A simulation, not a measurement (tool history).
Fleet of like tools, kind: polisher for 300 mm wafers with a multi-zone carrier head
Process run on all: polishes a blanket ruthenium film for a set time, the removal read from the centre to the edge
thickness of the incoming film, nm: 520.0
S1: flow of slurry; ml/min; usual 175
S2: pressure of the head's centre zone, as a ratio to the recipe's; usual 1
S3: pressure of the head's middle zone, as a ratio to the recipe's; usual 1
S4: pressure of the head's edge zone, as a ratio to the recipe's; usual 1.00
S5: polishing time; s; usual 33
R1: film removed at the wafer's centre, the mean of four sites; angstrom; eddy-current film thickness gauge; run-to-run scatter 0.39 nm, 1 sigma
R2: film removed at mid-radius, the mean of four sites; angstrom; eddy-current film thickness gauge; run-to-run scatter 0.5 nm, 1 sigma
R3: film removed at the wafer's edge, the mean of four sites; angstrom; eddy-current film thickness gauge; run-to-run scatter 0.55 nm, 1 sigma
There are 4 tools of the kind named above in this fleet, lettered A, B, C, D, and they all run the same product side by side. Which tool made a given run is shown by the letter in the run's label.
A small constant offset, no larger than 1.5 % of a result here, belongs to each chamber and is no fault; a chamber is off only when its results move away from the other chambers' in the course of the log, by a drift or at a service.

run,hour,S1,S2,S3,S4,S5,R1,R2,R3
1A,8.2,175,1,1,1.00,33,415.02,396.86,412.70
2B,14.6,175,1,1,1.00,33,412.98,410.79,406.22
# hour 17.4: chamber C: slurry nozzle cleaned
3C,18.8,175,1,1,1.00,33,408.20,416.93,410.25
4D,26.3,175,1,1,1.00,33,415.68,410.88,410.30
5B,32.3,175,1,1,1.00,33,403.16,405.38,400.66
# hour 35.7: chamber C: worn pad replaced by a new one
6D,38.8,175,1,1,1.00,33,404.13,416.90,417.84
# hour 39.0: chamber A: worn pad replaced by a new one
# hour 40.0: chamber B: worn pad replaced by a new one
7A,47.1,175,1,1,1.00,33,407.64,402.98,415.66
# hour 47.6: chamber D: centre zone pressure recalibrated
8C,55.3,175,1,1,1.00,33,400.82,413.81,407.11
9C,60.7,175,1,1,1.00,33,401.30,410.88,398.32
10D,66.5,175,1,1,1.07,33,405.91,409.58,427.09
11B,74.8,175,1,1,1.07,33,409.71,405.73,417.05
12A,79.0,175,1,1,1.07,33,411.93,412.56,414.68
13C,83.9,175,1,1,1.07,33,400.74,407.35,425.26
# hour 89.0: chamber D: worn pad replaced by a new one
14A,91.7,175,1,1,1.00,33,411.89,407.04,405.74
# hour 95.2: chamber B: worn pad replaced by a new one
15B,95.4,175,1,1,1.00,33,400.17,397.86,412.87
16D,100.1,175,1,1,1.00,33,401.49,413.13,403.38
# hour 102.8: chamber C: worn pad replaced by a new one
17C,106.7,175,1,1,1.00,33,403.28,409.89,405.75
18D,113.5,175,1,1,1.00,33,409.12,404.42,407.63
19A,117.3,175,1,1,1.00,33,417.48,402.90,407.29
# hour 120.6: chamber A: worn pad replaced by a new one
20B,125.6,175,1,1,1.00,33,391.20,399.66,397.75
21B,133.6,175,1,1,1.00,33,397.71,400.15,398.20
22C,139.3,175,1,1,1.00,33,401.37,409.83,410.33
# hour 146.5: chamber B: worn pad replaced by a new one
23D,146.7,175,1,1,1.00,33,409.82,415.09,408.65
24A,153.6,175,1,1,1.00,33,403.55,399.31,399.84
25D,160.7,175,1,1,1.00,33,410.35,411.65,409.27
26B,168.0,175,1,1,1.00,33,388.53,396.90,394.08
27A,174.4,175,1,1,1.00,33,412.89,405.75,411.72
28C,181.4,125,1,1,0.92,33,375.22,379.95,370.06
# hour 184.0: chamber C: worn pad replaced by a new one
29D,186.0,125,1,1,0.92,33,382.76,382.15,374.18
30A,189.9,125,1,1,0.92,33,378.37,385.19,365.98
# hour 192.5: chamber C: edge zone pressure recalibrated
31B,195.1,125,1,1,0.92,33,347.61,356.60,355.31
# hour 200.5: chamber D: worn pad replaced by a new one
# hour 202.9: chamber B: worn pad replaced by a new one
32C,203.3,175,1,1,1.00,33,399.51,409.81,403.04
33D,209.5,175,1,1,1.00,33,404.69,410.33,409.84
# hour 215.5: chamber A: worn pad replaced by a new one
34B,217.2,175,1,1,1.00,33,373.41,382.48,392.35
35C,225.2,175,1,1,1.00,33,408.79,411.68,408.25
36A,233.3,175,1,1,1.00,33,412.47,400.42,405.93
37A,240.5,175,1,1,1.00,33,406.19,405.14,410.54
38D,244.5,175,1,1,1.00,33,410.83,419.58,416.02
39C,250.1,175,1,1,1.00,33,404.97,409.66,410.44

Read the log: is a single chamber off, either drifting away or since a service, is the gauge that measures every chamber drifting, or is nothing wrong beyond small per-chamber offsets? Name any odd chamber and what most likely caused it.

Little by little, chamber B moves away from the other chambers.
Likeliest cause: slurry flow missing at the pad, % = 33.3.

Chamber B could run next with any of the 4 candidate recipes listed below; each alters the usual settings, and their results appear as question marks. Which one brings its results back in line with what the other chambers deliver on the usual settings?
Counts as in line when no further than this from what the other chambers average on the usual settings: R1 14.00 angstrom; R2 18.00 angstrom; R3 19.00 angstrom
40B-1,256.1,180,1.03,1.01,0.99,35,?,?,?
40B-2,256.1,175,1.01,1.00,0.99,34,?,?,?
40B-3,256.1,170,0.97,0.99,1.01,31,?,?,?
40B-4,256.1,175,0.99,1.00,1.01,32,?,?,?

Other chambers, usual settings, mean: R1 407.79 angstrom; R2 407.12 angstrom; R3 407.46 angstrom
run,R1,R2,R3
40B-1,408.20,405.47,411.47
40B-2,385.23,387.70,397.92
40B-3,333.41,347.80,364.95
40B-4,354.77,364.92,378.51
Change 40B-1 lands the chamber within the allowed miss of the other chambers.
